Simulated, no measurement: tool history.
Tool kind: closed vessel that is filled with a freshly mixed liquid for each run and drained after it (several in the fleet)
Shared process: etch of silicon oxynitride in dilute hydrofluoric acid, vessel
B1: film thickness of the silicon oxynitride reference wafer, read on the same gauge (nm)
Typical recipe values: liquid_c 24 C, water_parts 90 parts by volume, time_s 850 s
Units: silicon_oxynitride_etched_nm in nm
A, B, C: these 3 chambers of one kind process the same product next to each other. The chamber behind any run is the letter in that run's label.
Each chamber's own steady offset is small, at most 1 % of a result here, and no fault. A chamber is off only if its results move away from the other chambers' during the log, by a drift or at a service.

run 1B hour=9.9 | liquid_c=24 water_parts=90 time_s=850 | B1=29.985 | silicon_oxynitride_etched_nm=19.274
run 2A hour=20.4 | liquid_c=24 water_parts=90 time_s=850 | B1=29.996 | silicon_oxynitride_etched_nm=19.144
run 3C hour=28.3 | liquid_c=24 water_parts=90 time_s=850 | B1=30.003 | silicon_oxynitride_etched_nm=19.468
run 4A hour=39.3 | liquid_c=24 water_parts=90 time_s=850 | B1=29.994 | silicon_oxynitride_etched_nm=19.287
run 5B hour=44.9 | liquid_c=24 water_parts=90 time_s=850 | B1=30.02 | silicon_oxynitride_etched_nm=19.188
run 6C hour=54.4 | liquid_c=24 water_parts=90 time_s=850 | B1=29.996 | silicon_oxynitride_etched_nm=19.285
run 7A hour=63.5 | liquid_c=24 water_parts=90 time_s=850 | B1=29.986 | silicon_oxynitride_etched_nm=19.179
run 8C hour=72.6 | liquid_c=24 water_parts=90 time_s=850 | B1=30.006 | silicon_oxynitride_etched_nm=19.135
run 9B hour=77.9 | liquid_c=24 water_parts=90 time_s=850 | B1=30.015 | silicon_oxynitride_etched_nm=18.947
run 10C hour=85.3 | liquid_c=24 water_parts=90 time_s=850 | B1=30.017 | silicon_oxynitride_etched_nm=19.371
run 11B hour=96.8 | liquid_c=24 water_parts=90 time_s=850 | B1=30.018 | silicon_oxynitride_etched_nm=18.958
run 12A hour=102.3 | liquid_c=24 water_parts=90 time_s=850 | B1=30.012 | silicon_oxynitride_etched_nm=19.058
run 13B hour=108.4 | liquid_c=24 water_parts=90 time_s=850 | B1=29.978 | silicon_oxynitride_etched_nm=19.175
run 14A hour=116.6 | liquid_c=24 water_parts=90 time_s=1070 | B1=30.003 | silicon_oxynitride_etched_nm=23.899
run 15C hour=125.5 | liquid_c=24 water_parts=90 time_s=1070 | B1=29.978 | silicon_oxynitride_etched_nm=24.302
run 16B hour=132.6 | liquid_c=24 water_parts=90 time_s=1070 | B1=30.002 | silicon_oxynitride_etched_nm=24.202
run 17A hour=142.4 | liquid_c=24 water_parts=90 time_s=850 | B1=29.99 | silicon_oxynitride_etched_nm=19.099
-- hour=149.8 chamber A: hydrofluoric acid flow meter replaced
run 18C hour=150.9 | liquid_c=24 water_parts=90 time_s=850 | B1=30.022 | silicon_oxynitride_etched_nm=19.123
run 19B hour=158 | liquid_c=24 water_parts=90 time_s=850 | B1=29.979 | silicon_oxynitride_etched_nm=18.978
run 20A hour=164.1 | liquid_c=24 water_parts=90 time_s=850 | B1=29.998 | silicon_oxynitride_etched_nm=19.071
run 21C hour=170.2 | liquid_c=24 water_parts=90 time_s=850 | B1=29.987 | silicon_oxynitride_etched_nm=19.041
run 22A hour=180.1 | liquid_c=24 water_parts=90 time_s=510 | B1=29.959 | silicon_oxynitride_etched_nm=11.4
run 23B hour=186.5 | liquid_c=24 water_parts=90 time_s=510 | B1=29.979 | silicon_oxynitride_etched_nm=11.457
run 24C hour=196.9 | liquid_c=24 water_parts=90 time_s=510 | B1=29.987 | silicon_oxynitride_etched_nm=11.559
run 25A hour=207 | liquid_c=24 water_parts=90 time_s=850 | B1=30.007 | silicon_oxynitride_etched_nm=19.103
run 26C hour=215 | liquid_c=24 water_parts=90 time_s=850 | B1=30.022 | silicon_oxynitride_etched_nm=19.214
run 27B hour=221.2 | liquid_c=24 water_parts=90 time_s=850 | B1=29.991 | silicon_oxynitride_etched_nm=18.858
run 28A hour=228.4 | liquid_c=24 water_parts=90 time_s=850 | B1=30.029 | silicon_oxynitride_etched_nm=19.192
run 29B hour=233.7 | liquid_c=24 water_parts=90 time_s=850 | B1=29.981 | silicon_oxynitride_etched_nm=19.055
run 30C hour=242.9 | liquid_c=24 water_parts=90 time_s=850 | B1=30.028 | silicon_oxynitride_etched_nm=19.239
run 31A hour=249.5 | liquid_c=24 water_parts=90 time_s=850 | B1=29.987 | silicon_oxynitride_etched_nm=19.3
run 32C hour=255.5 | liquid_c=24 water_parts=90 time_s=850 | B1=30.005 | silicon_oxynitride_etched_nm=19.21
run 33B hour=263.5 | liquid_c=24 water_parts=90 time_s=850 | B1=29.979 | silicon_oxynitride_etched_nm=19.061
run 34A hour=272.4 | liquid_c=24 water_parts=90 time_s=850 | B1=30.003 | silicon_oxynitride_etched_nm=18.782
run 35B hour=280.1 | liquid_c=24 water_parts=125 time_s=560 | B1=29.979 | silicon_oxynitride_etched_nm=8.7681
run 36C hour=287.6 | liquid_c=24 water_parts=125 time_s=560 | B1=30.006 | silicon_oxynitride_etched_nm=8.8271
run 37C hour=293.1 | liquid_c=24 water_parts=125 time_s=560 | B1=30.021 | silicon_oxynitride_etched_nm=8.9648
run 38B hour=303.5 | liquid_c=24 water_parts=90 time_s=1230 | B1=30 | silicon_oxynitride_etched_nm=27.46
run 39A hour=313 | liquid_c=24 water_parts=90 time_s=1230 | B1=30.02 | silicon_oxynitride_etched_nm=27.585
run 40B hour=318.4 | liquid_c=24 water_parts=90 time_s=1230 | B1=30.014 | silicon_oxynitride_etched_nm=27.428
run 41A hour=326.6 | liquid_c=24 water_parts=90 time_s=850 | B1=29.986 | silicon_oxynitride_etched_nm=18.924

Next, every chamber runs the same settings. What will each give?
run 42A hour=334.9 | liquid_c=24 water_parts=90 time_s=850 | silicon_oxynitride_etched_nm=?
run 42B hour=334.9 | liquid_c=24 water_parts=90 time_s=850 | silicon_oxynitride_etched_nm=?
run 42C hour=334.9 | liquid_c=24 water_parts=90 time_s=850 | silicon_oxynitride_etched_nm=?

run=42A silicon_oxynitride_etched_nm=19.028
run=42B silicon_oxynitride_etched_nm=19.164
run=42C silicon_oxynitride_etched_nm=19.264

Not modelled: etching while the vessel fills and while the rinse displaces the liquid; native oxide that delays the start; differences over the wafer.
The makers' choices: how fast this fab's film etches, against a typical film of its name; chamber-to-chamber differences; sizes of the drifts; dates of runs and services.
